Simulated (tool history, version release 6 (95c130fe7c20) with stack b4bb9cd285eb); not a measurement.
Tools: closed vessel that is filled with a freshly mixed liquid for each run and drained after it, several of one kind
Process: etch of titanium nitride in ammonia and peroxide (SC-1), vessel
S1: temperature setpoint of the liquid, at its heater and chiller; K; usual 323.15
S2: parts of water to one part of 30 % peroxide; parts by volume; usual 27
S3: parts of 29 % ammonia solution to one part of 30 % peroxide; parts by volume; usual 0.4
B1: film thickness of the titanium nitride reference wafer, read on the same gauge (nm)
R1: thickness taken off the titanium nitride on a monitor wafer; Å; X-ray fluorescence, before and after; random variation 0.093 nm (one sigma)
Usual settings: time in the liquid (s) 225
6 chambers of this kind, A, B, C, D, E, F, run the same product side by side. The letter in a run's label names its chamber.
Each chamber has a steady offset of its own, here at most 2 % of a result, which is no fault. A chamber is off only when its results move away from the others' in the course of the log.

Run 1C, hour 7.9: usual settings; B1 80.009. Result: R1 100.66 Å.
Run 2E, hour 12: usual settings; B1 80.036. Result: R1 99.435 Å.
At hour 16.2: chamber D: thermometer replaced.
Run 3B, hour 17.2: usual settings; B1 80.023. Result: R1 99.317 Å.
At hour 19.4: chamber F: new drum of ammonia solution connected.
Run 4A, hour 25: usual settings; B1 79.98. Result: R1 101.22 Å.
Run 5F, hour 34.1: usual settings but S3 0.2 parts by volume; B1 80.007. Result: R1 87.503 Å.
At hour 38: chamber E: ammonia flow meter replaced.
Run 6D, hour 41.5: usual settings but S3 0.2 parts by volume; B1 79.981. Result: R1 85.198 Å.
Run 7B, hour 50: usual settings but S3 0.2 parts by volume; B1 80.009. Result: R1 85.957 Å.
Run 8F, hour 56.9: usual settings but S3 0.2 parts by volume; B1 80.03. Result: R1 87.128 Å.
Run 9E, hour 63.9: usual settings but S3 0.2 parts by volume; B1 79.994. Result: R1 87.488 Å.
Run 10C, hour 72.5: usual settings but S3 0.2 parts by volume; B1 79.997. Result: R1 86.612 Å.
Run 11A, hour 78: usual settings but S3 0.55 parts by volume, time in the liquid (s) 170; B1 80.008. Result: R1 80.868 Å.
Run 12D, hour 82.9: usual settings but S3 0.55 parts by volume, time in the liquid (s) 170; B1 79.981. Result: R1 80.139 Å.
Run 13A, hour 88.3: usual settings but S3 0.55 parts by volume, time in the liquid (s) 170; B1 79.977. Result: R1 82.607 Å.
Run 14E, hour 95.3: usual settings but S3 0.55 parts by volume, time in the liquid (s) 170; B1 79.999. Result: R1 80.02 Å.
Run 15D, hour 102.2: usual settings but S3 0.55 parts by volume, time in the liquid (s) 170; B1 79.953. Result: R1 78.799 Å.
At hour 107.7: chamber A: new drum of ammonia solution connected.
Run 16B, hour 110.2: usual settings but S3 0.55 parts by volume, time in the liquid (s) 170; B1 80.057. Result: R1 78.565 Å.
Run 17F, hour 115.1: usual settings; B1 79.986. Result: R1 99.253 Å.
Run 18C, hour 120.5: usual settings; B1 79.964. Result: R1 99.254 Å.
Run 19C, hour 129.5: usual settings; B1 80.023. Result: R1 100.46 Å.
Run 20E, hour 137.6: usual settings; B1 80.014. Result: R1 98.15 Å.
Run 21D, hour 142.5: usual settings but S1 315.65 K, time in the liquid (s) 295; B1 79.987. Result: R1 75.258 Å.
Run 22A, hour 148.9: usual settings but S1 315.65 K, time in the liquid (s) 295; B1 79.968. Result: R1 78.932 Å.
Run 23F, hour 156.4: usual settings but S1 315.65 K, time in the liquid (s) 295; B1 79.986. Result: R1 77.477 Å.
Run 24B, hour 164.2: usual settings but S1 315.65 K, time in the liquid (s) 295; B1 79.999. Result: R1 74.692 Å.
Run 25E, hour 170: usual settings but S1 315.65 K, time in the liquid (s) 295; B1 80.006. Result: R1 79.146 Å.
At hour 172.3: chamber F: ammonia flow meter replaced.
Run 26B, hour 179: usual settings but S1 315.65 K, time in the liquid (s) 295; B1 80.01. Result: R1 76.364 Å.
Run 27C, hour 186.9: usual settings; B1 80.007. Result: R1 102.38 Å.
Run 28F, hour 194.6: usual settings but S1 315.15 K, S3 0.25 parts by volume; B1 79.988. Result: R1 53.45 Å.
Run 29D, hour 200.4: usual settings but S1 315.15 K, S3 0.25 parts by volume; B1 79.975. Result: R1 50.118 Å.
Run 30A, hour 204.4: usual settings but S1 315.15 K, S3 0.25 parts by volume; B1 79.99. Result: R1 52.014 Å.
Run 31D, hour 212.9: usual settings but S1 315.15 K, S3 0.25 parts by volume; B1 80.006. Result: R1 50.417 Å.
Run 32F, hour 219.1: usual settings but S1 315.15 K, S3 0.25 parts by volume; B1 79.956. Result: R1 54.517 Å.
Run 33A, hour 223.6: usual settings but S1 315.15 K, S3 0.25 parts by volume; B1 79.983. Result: R1 51.975 Å.
Run 34B, hour 232.5: usual settings; B1 80.002. Result: R1 97.982 Å.
Run 35C, hour 238.9: usual settings; B1 79.996. Result: R1 98.473 Å.
Run 36E, hour 247.8: usual settings; B1 79.989. Result: R1 100.09 Å.
Run 37F, hour 254.6: usual settings; B1 80.001. Result: R1 107.57 Å.
Run 38A, hour 259: usual settings; B1 79.955. Result: R1 100.44 Å.
Run 39B, hour 263.8: usual settings; B1 80.014. Result: R1 97.982 Å.
Run 40C, hour 270.3: usual settings but S1 319.65 K, S2 32.5 parts by volume; B1 79.999. Result: R1 71.087 Å.
Run 41D, hour 277.7: usual settings but S1 319.65 K, S2 32.5 parts by volume; B1 79.996. Result: R1 68.812 Å.
Run 42E, hour 286.2: usual settings but S1 319.65 K, S2 32.5 parts by volume; B1 79.97. Result: R1 68.916 Å.
Run 43E, hour 291.1: usual settings but S1 319.65 K, S2 32.5 parts by volume; B1 80.019. Result: R1 70.781 Å.

What goes on in this fleet: one chamber off, a drifting gauge, or nothing beyond the chambers' own small offsets? Name the chamber and the cause, if any.

Chamber F drifts away from the others.
Cause: liquid hotter than its thermometer reads (K) = 1.22.

Here are 4 candidates for chamber F's next run, each the usual settings with a change, their results left as question marks. Which one brings its results back in line with what the others give on the usual settings?
In line means no further than this from the other chambers' mean on the usual settings: R1 3.3 Å
Run 44F-1, hour 297.7: usual settings but S1 323.65 K. Result: R1 ?.
Run 44F-2, hour 297.7: usual settings but S1 322.65 K, S2 27.5 parts by volume, time in the liquid (s) 215. Result: R1 ?.
Run 44F-3, hour 297.7: usual settings but time in the liquid (s) 220. Result: R1 ?.
Run 44F-4, hour 297.7: usual settings but S1 324.15 K, S2 26.5 parts by volume. Result: R1 ?.

The other chambers' mean on the usual settings: R1 99.568 Å
  run      R1
44F-1   112.8
44F-2  99.607
44F-3  106.63
44F-4     118
44F-2 brings the chamber back in line.

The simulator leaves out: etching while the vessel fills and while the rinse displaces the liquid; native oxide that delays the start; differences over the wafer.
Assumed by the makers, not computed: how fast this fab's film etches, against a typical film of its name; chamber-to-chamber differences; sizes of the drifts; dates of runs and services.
